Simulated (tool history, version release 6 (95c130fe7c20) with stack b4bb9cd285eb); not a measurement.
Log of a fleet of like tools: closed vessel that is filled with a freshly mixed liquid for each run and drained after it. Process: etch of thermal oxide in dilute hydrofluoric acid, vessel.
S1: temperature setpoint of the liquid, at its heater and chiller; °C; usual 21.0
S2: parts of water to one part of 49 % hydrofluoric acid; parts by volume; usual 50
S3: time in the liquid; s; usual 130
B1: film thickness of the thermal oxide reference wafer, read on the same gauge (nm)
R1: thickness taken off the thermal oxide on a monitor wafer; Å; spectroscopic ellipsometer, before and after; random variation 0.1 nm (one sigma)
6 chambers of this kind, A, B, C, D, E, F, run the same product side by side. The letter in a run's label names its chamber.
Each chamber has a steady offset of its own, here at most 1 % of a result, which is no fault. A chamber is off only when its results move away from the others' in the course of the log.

run	hour	S1	S2	S3	B1	R1
1D	7.2	21.0	50	130	39.984	117.190
# hour 13.8: chamber E: hydrofluoric acid flow meter replaced
2C	18.7	21.0	50	130	40.004	117.860
3B	26.7	21.0	50	130	39.991	117.300
# hour 29.3: chamber F: thermometer replaced
4F	37.2	21.0	50	130	40.035	115.830
5E	47.0	21.0	50	200	39.996	178.940
6A	58.6	21.0	50	200	39.988	181.070
7E	68.5	21.0	50	200	40.031	181.130
8F	73.9	21.0	50	200	40.019	181.920
9B	83.6	21.0	50	200	39.993	177.650
10C	95.5	21.0	50	200	39.991	176.790
11A	101.8	21.0	50	130	39.996	119.340
12D	112.6	21.0	50	130	39.996	117.620
13F	120.2	21.0	50	70	39.968	63.294
14E	126.4	21.0	50	70	40.003	63.776
15D	135.5	21.0	50	70	40.006	62.794
16C	145.8	21.0	50	70	40.016	62.432
17A	155.7	21.0	50	70	39.987	62.891
18B	162.9	21.0	50	70	40.022	62.946
19B	170.2	21.0	50	130	40.015	118.610
20D	181.7	18.5	50	75	39.985	60.118
21F	189.2	18.5	50	75	40.005	60.085
22C	199.3	18.5	50	75	40.029	60.591
23E	206.8	18.5	50	75	40.002	60.853
24A	216.1	18.5	50	75	40.004	60.865
25C	224.8	18.5	50	75	40.001	60.128
26E	234.6	21.0	50	130	40.008	115.350
27A	246.0	21.0	50	130	39.981	116.880
28D	257.8	21.0	50	130	39.960	115.580
29F	265.3	21.0	30	130	40.005	196.790
30B	275.8	21.0	30	130	40.012	198.840
31A	284.3	21.0	30	130	39.998	200.360
32D	290.8	21.0	30	130	39.997	198.930
33F	299.6	21.0	30	130	40.015	193.150
34B	308.3	21.0	30	130	40.001	198.190
35E	313.6	21.0	50	130	40.022	116.020
36C	325.3	21.0	50	130	39.992	116.870
37A	331.8	21.0	50	130	39.994	116.600
38D	338.2	21.0	50	130	40.010	116.250
39E	346.2	17.5	50	90	40.009	70.165
40C	354.4	17.5	50	90	39.985	68.984
41F	365.0	17.5	50	90	40.008	64.856
42B	370.3	17.5	50	90	40.013	69.805

All 6 chambers run these settings next. Forecast each chamber's results:
43A	378.9	21.0	50	130		?
43B	378.9	21.0	50	130		?
43C	378.9	21.0	50	130		?
43D	378.9	21.0	50	130		?
43E	378.9	21.0	50	130		?
43F	378.9	21.0	50	130		?

run	R1
43A	117.140
43B	116.580
43C	116.460
43D	115.900
43E	116.620
43F	110.550

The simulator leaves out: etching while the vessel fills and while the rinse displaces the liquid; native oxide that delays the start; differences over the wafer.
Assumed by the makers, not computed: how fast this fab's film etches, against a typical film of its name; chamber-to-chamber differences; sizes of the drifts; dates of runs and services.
